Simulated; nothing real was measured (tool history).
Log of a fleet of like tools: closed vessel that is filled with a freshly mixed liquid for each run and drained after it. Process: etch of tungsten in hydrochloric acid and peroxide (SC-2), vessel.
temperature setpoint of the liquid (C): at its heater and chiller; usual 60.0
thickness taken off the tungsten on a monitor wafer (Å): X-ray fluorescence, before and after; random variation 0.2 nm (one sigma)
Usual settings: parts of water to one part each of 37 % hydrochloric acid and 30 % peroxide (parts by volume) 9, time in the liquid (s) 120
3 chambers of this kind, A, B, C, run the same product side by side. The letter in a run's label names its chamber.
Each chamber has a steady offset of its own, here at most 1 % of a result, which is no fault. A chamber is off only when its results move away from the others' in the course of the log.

run	hour	temperature setpoint of the liquid (C)	parts of water to one part each of 37 % hydrochloric acid and 30 % peroxide (parts by volume)	time in the liquid (s)	hours since the thermometer was replaced	hours since the chemicals flow meter was replaced	hours since the drum of peroxide was connected	read-back film thickness of the tungsten reference wafer, read on the same gauge (nm)	thickness taken off the tungsten on a monitor wafer (Å)
1B	6.7	60.0	9	120	2636.9	1633.4	47.8	49.981	371.95
2C	12.7	60.0	9	120	582.0	397.7	163.9	50.002	362.86
3A	23.5	60.0	9	120	192.4	332.9	712.7	49.994	365.91
4A	32.4	60.0	9	120	201.3	341.8	721.6	49.949	365.83
5C	38.6	60.0	9	120	607.9	423.6	189.8	50.012	369.56
6B	44.4	60.0	9	120	2674.6	1671.1	85.5	50.000	375.33
7C	55.7	60.0	9	120	625.0	440.7	206.9	50.000	366.44
8A	66.9	60.0	9	120	235.8	376.3	756.1	49.994	364.81
9B	72.7	60.0	9	120	2702.9	1699.4	113.8	49.998	376.71
10A	84.0	60.0	9	120	252.9	393.4	773.2	50.015	361.94
11C	93.1	60.0	9	120	662.4	478.1	244.3	50.024	365.77
12B	102.8	56.5	9	120	2733.0	1729.5	143.9	50.003	302.69
13A	111.7	56.5	9	120	280.6	421.1	800.9	50.035	293.07
14B	122.9	56.5	9	120	2753.1	1749.6	164.0	49.979	304.78
15C	129.0	57.0	9	120	698.3	514.0	280.2	50.017	300.46
# hour 135.9: chamber B: thermometer replaced
16B	138.9	57.0	9	120	3.0	1765.6	180.0	50.017	320.48
17C	150.5	57.0	9	120	719.8	535.5	301.7	49.977	302.15
18A	157.2	60.0	9	120	326.1	466.6	846.4	49.995	363.73
19B	164.1	60.0	9	120	28.2	1790.8	205.2	49.989	386.13
20C	173.1	60.0	9	120	742.4	558.1	324.3	49.996	372.19
21A	184.0	60.0	9	120	352.9	493.4	873.2	50.019	369.96
22A	192.8	60.0	9	120	361.7	502.2	882.0	50.023	365.15
23B	199.0	60.0	9	120	63.1	1825.7	240.1	50.023	387.57
24C	205.2	53.0	9	160	774.5	590.2	356.4	50.010	308.76
25B	212.5	53.0	9	160	76.6	1839.2	253.6	50.013	331.93
26C	223.1	53.0	9	160	792.4	608.1	374.3	50.012	310.72
27A	234.0	60.0	9	120	402.9	543.4	923.2	49.950	367.56
28B	242.2	60.0	9	120	106.3	1868.9	283.3	49.991	392.40
29C	249.0	60.0	9	120	818.3	634.0	400.2	49.978	364.41
30A	258.8	69.0	9	120	427.7	568.2	948.0	50.033	634.49
31C	264.2	69.0	9	120	833.5	649.2	415.4	49.989	642.81

All 3 chambers run these settings next. Forecast each chamber's results:
32A	272.4	60.0	9	160					?
32B	272.4	60.0	9	160					?
32C	272.4	60.0	9	160					?

run	thickness taken off the tungsten on a monitor wafer (Å)
32A	482.35
32B	526.76
32C	487.58
